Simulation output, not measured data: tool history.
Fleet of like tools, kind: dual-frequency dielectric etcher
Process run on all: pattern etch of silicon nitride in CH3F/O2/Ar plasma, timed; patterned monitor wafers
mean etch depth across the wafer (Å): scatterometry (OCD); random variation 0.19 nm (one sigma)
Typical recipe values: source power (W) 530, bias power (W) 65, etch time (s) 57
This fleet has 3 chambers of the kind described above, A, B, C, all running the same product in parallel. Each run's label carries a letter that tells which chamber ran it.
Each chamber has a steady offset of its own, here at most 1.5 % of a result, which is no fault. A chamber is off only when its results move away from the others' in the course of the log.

run   hour  source power (W)  bias power (W)  etch time (s)  read-back reference wafer on the same gauge, depth_nm  mean etch depth across the wafer (Å)
 1C    5.1               530              65             57                                                 42.671                                422.71
 2A   10.3               530              65             57                                                 42.663                                428.77
 3B   15.9               530              65             57                                                 42.678                                424.84
 4A   20.9               530              65             57                                                 42.686                                425.30
 5C   29.1               530              65             57                                                 42.717                                422.77
 6B   36.7               530              65             57                                                 42.687                                426.80
 7B   43.8               530              65             57                                                 42.688                                428.29
 8C   48.2               530              65             57                                                 42.701                                427.23
 9A   56.3               530              65             57                                                 42.725                                419.96
10C   60.6               530              65             57                                                 42.625                                427.84
11B   68.5               530              65             57                                                 42.690                                425.16
12A   73.6               530              65             57                                                 42.728                                422.01
13B   80.4               530              65             57                                                 42.682                                427.69
14C   88.4               530              65             57                                                 42.691                                424.95
15A   96.9               530              65             57                                                 42.736                                420.74
16B  105.1               440              50             57                                                 42.707                                364.73
17C  109.4               440              50             57                                                 42.743                                363.71
18A  113.8               440              50             57                                                 42.676                                358.75
19B  121.1               530              65             57                                                 42.678                                427.56
20A  125.1               530              65             57                                                 42.703                                414.21
21C  129.7               530              65             57                                                 42.701                                423.02
22B  133.8               530              65             57                                                 42.716                                427.05
23C  140.2               460              65             57                                                 42.720                                403.46
24A  148.2               460              65             57                                                 42.667                                393.22
25C  152.7               460              65             57                                                 42.704                                402.98
26B  160.1               530              65             57                                                 42.663                                427.47
27A  166.6               530              65             57                                                 42.701                                410.05
28B  174.4               530              65             57                                                 42.694                                425.59
29A  178.8               530              65             57                                                 42.693                                408.29
30C  183.9               530              65             57                                                 42.692                                426.33
31C  189.6               530              65             57                                                 42.672                                423.51
32A  196.3               530              65             57                                                 42.716                                407.91
33B  200.9               530              65             57                                                 42.673                                427.23
34A  205.9               530              65             57                                                 42.714                                411.48
35B  211.2               530              65             57                                                 42.663                                425.34
36C  215.3               530              65             57                                                 42.706                                425.81
37B  221.4               530              65             57                                                 42.709                                428.78
38A  228.6               530              65             57                                                 42.695                                404.53
39C  236.9               600              59             57                                                 42.677                                434.32

For the next run the whole fleet of 3 chambers uses the same settings. Give each chamber's results:
40A  243.0               530              65             57                                                                                            ?
40B  243.0               530              65             57                                                                                            ?
40C  243.0               530              65             57                                                                                            ?

run  mean etch depth across the wafer (Å)
40A                                405.39
40B                                423.88
40C                                425.20
